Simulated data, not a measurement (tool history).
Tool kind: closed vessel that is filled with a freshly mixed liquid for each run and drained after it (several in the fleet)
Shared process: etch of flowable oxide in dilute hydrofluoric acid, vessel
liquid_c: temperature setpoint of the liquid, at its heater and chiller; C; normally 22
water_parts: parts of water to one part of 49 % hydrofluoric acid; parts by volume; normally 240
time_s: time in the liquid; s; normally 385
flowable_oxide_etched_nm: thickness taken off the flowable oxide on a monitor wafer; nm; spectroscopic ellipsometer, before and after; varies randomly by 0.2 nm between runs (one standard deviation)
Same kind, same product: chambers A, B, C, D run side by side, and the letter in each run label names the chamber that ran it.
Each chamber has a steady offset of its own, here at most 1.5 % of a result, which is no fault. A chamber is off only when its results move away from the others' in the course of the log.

| run | hour | liquid_c | water_parts | time_s | read-back film thickness of the flowable oxide reference wafer, read on the same gauge (nm) | flowable_oxide_etched_nm |
|---|---|---|---|---|---|---|
| 1A | 8.1 | 22 | 240 | 385 | 29.994 | 45.968 |
|  | 10.8 | chamber A: thermometer replaced |
| 2C | 16.2 | 22 | 240 | 385 | 30.019 | 45.793 |
|  | 23.4 | chamber C: thermometer replaced |
| 3D | 25.1 | 22 | 240 | 385 | 30.049 | 45.659 |
| 4B | 33 | 22 | 240 | 385 | 29.998 | 46.732 |
| 5A | 43.9 | 22 | 240 | 385 | 30.003 | 45.847 |
| 6D | 52.5 | 22 | 240 | 385 | 30.015 | 45.721 |
| 7B | 60.1 | 22 | 240 | 460 | 30.005 | 56.074 |
| 8C | 65.6 | 22 | 240 | 460 | 30.002 | 54.492 |
| 9A | 75.2 | 22 | 240 | 460 | 29.984 | 54.01 |
| 10D | 86.8 | 22 | 240 | 460 | 29.967 | 54.364 |
| 11B | 98.8 | 22 | 240 | 385 | 29.954 | 46.813 |
| 12C | 110.6 | 26 | 240 | 235 | 29.971 | 32.369 |
| 13D | 119.2 | 26 | 240 | 235 | 29.971 | 31.794 |
| 14B | 129.8 | 26 | 240 | 235 | 29.997 | 32.73 |
| 15A | 136.9 | 26 | 240 | 235 | 29.99 | 32.022 |
| 16C | 147.7 | 22 | 240 | 455 | 30.004 | 54.318 |
| 17B | 153.3 | 22 | 240 | 455 | 30.001 | 55.388 |
|  | 160.7 | chamber B: hydrofluoric acid flow meter replaced |
| 18A | 163.8 | 22 | 240 | 455 | 29.995 | 54.136 |
| 19D | 174.8 | 22 | 240 | 455 | 30.022 | 52.958 |
| 20C | 185.7 | 22 | 240 | 385 | 30.015 | 46.053 |
| 21D | 191.2 | 22 | 240 | 385 | 29.998 | 44.315 |
| 22B | 196.6 | 20.5 | 240 | 590 | 30.054 | 67.772 |
| 23A | 206.9 | 20.5 | 240 | 590 | 29.987 | 66.299 |
| 24C | 212.4 | 20.5 | 240 | 590 | 30.007 | 66.567 |
| 25C | 220 | 20.5 | 240 | 590 | 29.986 | 66.387 |
| 26D | 228.7 | 22 | 240 | 385 | 29.991 | 44.179 |
| 27A | 235.3 | 22 | 240 | 385 | 30.038 | 45.976 |
| 28B | 242.1 | 22 | 240 | 385 | 29.975 | 46.667 |
| 29C | 248.4 | 22 | 240 | 385 | 30.025 | 45.847 |

Read the log: is a single chamber off, either drifting away or since a service, is the gauge that measures every chamber drifting, or is nothing wrong beyond small per-chamber offsets? Name any odd chamber and what most likely caused it.

Little by little, chamber D moves away from the other chambers.
What lies behind it: hydrofluoric acid flow below the setpoint (%) = 3.73.
The log might look much the same if the cause were instead: liquid colder than its thermometer reads (K).

Which of the 4 candidates below, each the usual settings with something changed and its results left as question marks, puts chamber D back in line with what the other chambers give on the usual settings?
In line here means within this much of the mean the other chambers give on the usual settings: flowable_oxide_etched_nm 0.7 nm
| 30D-1 | 257.1 | 22.5 | 240 | 385 |  | ? |
| 30D-2 | 257.1 | 22 | 245 | 375 |  | ? |
| 30D-3 | 257.1 | 22 | 245 | 385 |  | ? |
| 30D-4 | 257.1 | 22 | 230 | 385 |  | ? |

Other chambers, usual settings, mean: flowable_oxide_etched_nm 46.052 nm
| run | flowable_oxide_etched_nm |
|---|---|
| 30D-1 | 44.45 |
| 30D-2 | 41.415 |
| 30D-3 | 42.519 |
| 30D-4 | 45.998 |
It is 30D-4 that realigns the chamber with its peers.

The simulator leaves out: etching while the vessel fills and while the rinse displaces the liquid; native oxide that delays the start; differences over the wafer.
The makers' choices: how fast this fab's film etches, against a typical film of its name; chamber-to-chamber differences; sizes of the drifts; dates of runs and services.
